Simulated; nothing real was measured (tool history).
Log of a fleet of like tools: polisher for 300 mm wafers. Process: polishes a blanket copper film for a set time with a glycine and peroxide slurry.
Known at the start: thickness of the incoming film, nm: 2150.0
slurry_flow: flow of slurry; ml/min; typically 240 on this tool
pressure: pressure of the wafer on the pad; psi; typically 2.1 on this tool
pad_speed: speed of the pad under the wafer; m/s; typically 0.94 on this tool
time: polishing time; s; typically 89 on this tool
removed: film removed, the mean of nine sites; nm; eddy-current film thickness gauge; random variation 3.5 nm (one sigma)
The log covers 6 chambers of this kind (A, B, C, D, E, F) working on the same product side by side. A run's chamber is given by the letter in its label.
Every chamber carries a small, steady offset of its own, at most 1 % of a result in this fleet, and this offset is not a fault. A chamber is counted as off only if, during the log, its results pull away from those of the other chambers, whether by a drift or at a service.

run,hour,slurry_flow,pressure,pad_speed,time,removed
1D,6.3,240,2.1,0.94,89,302.56
# hour 11.5: chamber B: slurry nozzle cleaned
2B,19,240,2.1,0.94,89,296.55
3A,27.2,240,2.1,0.94,89,305.6
# hour 27.3: chamber D: head pressure recalibrated
4E,39.8,240,2.1,0.94,89,304.55
5C,47.5,240,1.5,0.94,68,176.23
6F,54.3,240,1.5,0.94,68,178.19
7E,65.4,240,1.5,0.94,68,178.19
# hour 67.9: chamber F: worn pad replaced by a new one
8F,73.2,240,1.5,0.94,68,179.3
# hour 74: chamber D: slurry nozzle cleaned
9D,83.7,240,1.5,0.94,68,178.12
# hour 90.1: chamber F: slurry nozzle cleaned
# hour 92.1: chamber A: slurry nozzle cleaned
10C,94.4,240,1.5,0.94,68,177.36
# hour 97.8: chamber C: worn pad replaced by a new one
# hour 101.4: chamber E: slurry nozzle cleaned
# hour 101.6: chamber A: worn pad replaced by a new one
11A,102.4,240,2.1,0.94,89,305.76
# hour 104.2: chamber B: worn pad replaced by a new one
12B,114.5,240,2.1,0.94,89,302.16
# hour 120.1: chamber E: worn pad replaced by a new one
13A,126.4,240,2.1,0.94,89,300.16
14D,138.9,240,2.1,0.94,89,291.04
15F,150.7,240,2.1,0.94,89,304.01
# hour 154.8: chamber B: head pressure recalibrated
# hour 155.6: chamber F: worn pad replaced by a new one
16C,160.1,240,2.1,0.94,89,305.27
17E,170.7,240,2.1,0.94,89,302.69
# hour 174.7: chamber C: head pressure recalibrated
# hour 175.3: chamber E: head pressure recalibrated
18B,181.9,240,2.1,0.94,89,297.52
19C,195.7,240,2.1,1.06,77,289.3
20D,207.8,240,2.1,1.06,77,279.52
# hour 212.9: chamber C: worn pad replaced by a new one
21B,222.2,240,2.1,1.06,77,288.48
# hour 232.4: chamber A: worn pad replaced by a new one
22A,235.4,240,2.1,1.06,77,283.33
23F,244.1,240,2.1,1.06,77,283.55
# hour 246.8: chamber F: worn pad replaced by a new one
# hour 247.3: chamber B: worn pad replaced by a new one
24E,252.1,240,2.1,1.06,77,286.15
25D,265.1,240,2.1,0.94,89,282.51
26C,275.3,240,2.1,0.94,89,298.37
27B,288.3,240,2.1,0.94,89,302.48
28F,295,200,2.1,0.94,89,290.18
29A,309.4,200,2.1,0.94,89,292.5
# hour 315.7: chamber E: slurry nozzle cleaned
30E,323.1,200,2.1,0.94,89,299.93
31D,337.4,200,2.1,0.94,89,273.93
# hour 340.5: chamber C: worn pad replaced by a new one
# hour 344.6: chamber E: worn pad replaced by a new one
# hour 346.4: chamber F: worn pad replaced by a new one
32A,350,200,2.1,0.94,89,296.49
33B,362,200,2.1,0.94,89,295.92
# hour 364.5: chamber A: worn pad replaced by a new one
34E,373.5,240,2.1,0.94,89,298.59
# hour 375.2: chamber F: slurry nozzle cleaned
35C,383.9,240,2.1,0.94,89,301.34
36F,394.4,240,2.1,0.94,89,298.95
37E,403.8,240,2.1,0.94,89,299.1
38A,410.9,315,2.1,0.94,113,381.3
39F,418.6,315,2.1,0.94,113,395.91
40C,432.2,315,2.1,0.94,113,397.27
41D,441,315,2.1,0.94,113,350.38

Read the log: is a single chamber off, either drifting away or since a service, is the gauge that measures every chamber drifting, or is nothing wrong beyond small per-chamber offsets? Name any odd chamber and what most likely caused it.

One chamber, D, drifts off from the rest bit by bit.
Most likely cause: removal rate lost through wear of the pad, % = 10.
The log may not tell that from: head's pressure below its setpoint, %.

Chamber D could run next with any of the 4 candidate recipes listed below; each alters the usual settings, and their results appear as question marks. Which one brings its results back in line with what the other chambers deliver on the usual settings?
Counts as in line when no further than this from what the other chambers average on the usual settings: removed 12 nm
42D-1,451.4,240,2.1,1.06,89,?
42D-2,451.4,235,2,0.88,80,?
42D-3,451.4,245,2.4,1.06,89,?
42D-4,451.4,240,2.1,0.82,89,?

On the usual settings, the other chambers give on average: removed 301.1 nm
run,removed
42D-1,297.63
42D-2,223.13
42D-3,332.13
42D-4,245.03
The answer is 42D-1, which returns the chamber to within the allowed miss of the others.
